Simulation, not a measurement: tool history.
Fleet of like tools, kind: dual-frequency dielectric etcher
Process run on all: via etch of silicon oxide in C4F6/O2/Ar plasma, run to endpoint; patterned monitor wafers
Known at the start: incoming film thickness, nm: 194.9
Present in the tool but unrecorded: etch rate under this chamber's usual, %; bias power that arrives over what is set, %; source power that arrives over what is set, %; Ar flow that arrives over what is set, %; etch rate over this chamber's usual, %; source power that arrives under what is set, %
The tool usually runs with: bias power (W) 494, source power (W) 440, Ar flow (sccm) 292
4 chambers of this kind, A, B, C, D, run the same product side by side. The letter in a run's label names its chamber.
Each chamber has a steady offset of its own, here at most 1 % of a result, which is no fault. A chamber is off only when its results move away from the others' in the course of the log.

run   hour  bias power (W)  source power (W)  Ar flow (sccm)  hours since the last wet clean  hours since the last bias power generator calibration  hours since the last source power generator calibration  hours since the last Ar flow controller change  endpoint time (s)
 1A    9.6             494               440             292                           276.5                                                 2596.1                                                    389.1                                           297.4              41.63
 2C   20.9             494               440             292                           475.5                                                 1808.5                                                   2342.9                                          2573.5             41.423
 3B   33.8             494               440             292                           424.9                                                 3822.4                                                   1590.9                                          1435.1             40.657
      39.2  -- chamber D: bias power generator calibrated
 4D   42.1             494               440             292                           263.2                                                    2.9                                                   3691.9                                          1892.1             41.574
      46.3  -- chamber B: wet clean of the chamber
 5B   52.7             494               440             292                             6.5                                                 3841.3                                                   1609.8                                            1454             41.099
 6A   61.2             494               500             228                           328.1                                                 2647.7                                                    440.7                                             349             38.846
      62.7  -- chamber C: wet clean of the chamber
 7C   75.1             494               500             228                            12.5                                                 1862.7                                                   2397.1                                          2627.7              38.59
 8D   85.5             494               500             228                           306.6                                                   46.3                                                   3735.3                                          1935.5             38.711
 9D   96.5             494               500             228                           317.6                                                   57.3                                                   3746.3                                          1946.5             38.423
     102.6  -- chamber A: wet clean of the chamber
10B  105.8             494               440             292                            59.6                                                 3894.4                                                   1662.9                                          1507.1             41.223
11A  117.7             494               530             292                            15.1                                                 2704.2                                                    497.2                                           405.5             40.525
12C  125.9             494               530             292                            63.3                                                 1913.5                                                   2447.9                                          2678.5             39.138
13A  134.1             494               530             292                            31.5                                                 2720.6                                                    513.6                                           421.9             40.988
14C  142.9             494               530             292                            80.3                                                 1930.5                                                   2464.9                                          2695.5             38.754
15D  151.2             494               440             292                           372.3                                                    112                                                     3801                                          2001.2             41.629
16B  161.8             494               440             292                           115.6                                                 3950.4                                                   1718.9                                          1563.1             40.915
17C  177.1             494               440             292                           114.5                                                 1964.7                                                   2499.1                                          2729.7             41.312
     181.2  -- chamber C: bias power generator calibrated
18A  188.9             494               440             292                            86.3                                                 2775.4                                                    568.4                                           476.7             43.245
19B  197.6             494               440             292                           151.4                                                 3986.2                                                   1754.7                                          1598.9             40.661
20D  206.3             494               440             292                           427.4                                                  167.1                                                   3856.1                                          2056.3             41.436
21B  219.6             534               350             292                           173.4                                                 4008.2                                                   1776.7                                          1620.9             43.648
22D  229.9             534               350             292                             451                                                  190.7                                                   3879.7                                          2079.9             44.041
23A  243.1             534               350             292                           140.5                                                 2829.6                                                    622.6                                           530.9             45.738
24C  252.9             534               350             292                           190.3                                                   71.8                                                   2574.9                                          2805.5              44.13

Next, all 4 chambers run the settings below, one line each with question marks for the results. What does each chamber give?
25A  264.6             494               440             250                                                                                                                                                                                                                  ?
25B  264.6             494               440             250                                                                                                                                                                                                                  ?
25C  264.6             494               440             250                                                                                                                                                                                                                  ?
25D  264.6             494               440             250                                                                                                                                                                                                                  ?

run  endpoint time (s)
25A             42.937
25B             40.211
25C             40.724
25D             40.942

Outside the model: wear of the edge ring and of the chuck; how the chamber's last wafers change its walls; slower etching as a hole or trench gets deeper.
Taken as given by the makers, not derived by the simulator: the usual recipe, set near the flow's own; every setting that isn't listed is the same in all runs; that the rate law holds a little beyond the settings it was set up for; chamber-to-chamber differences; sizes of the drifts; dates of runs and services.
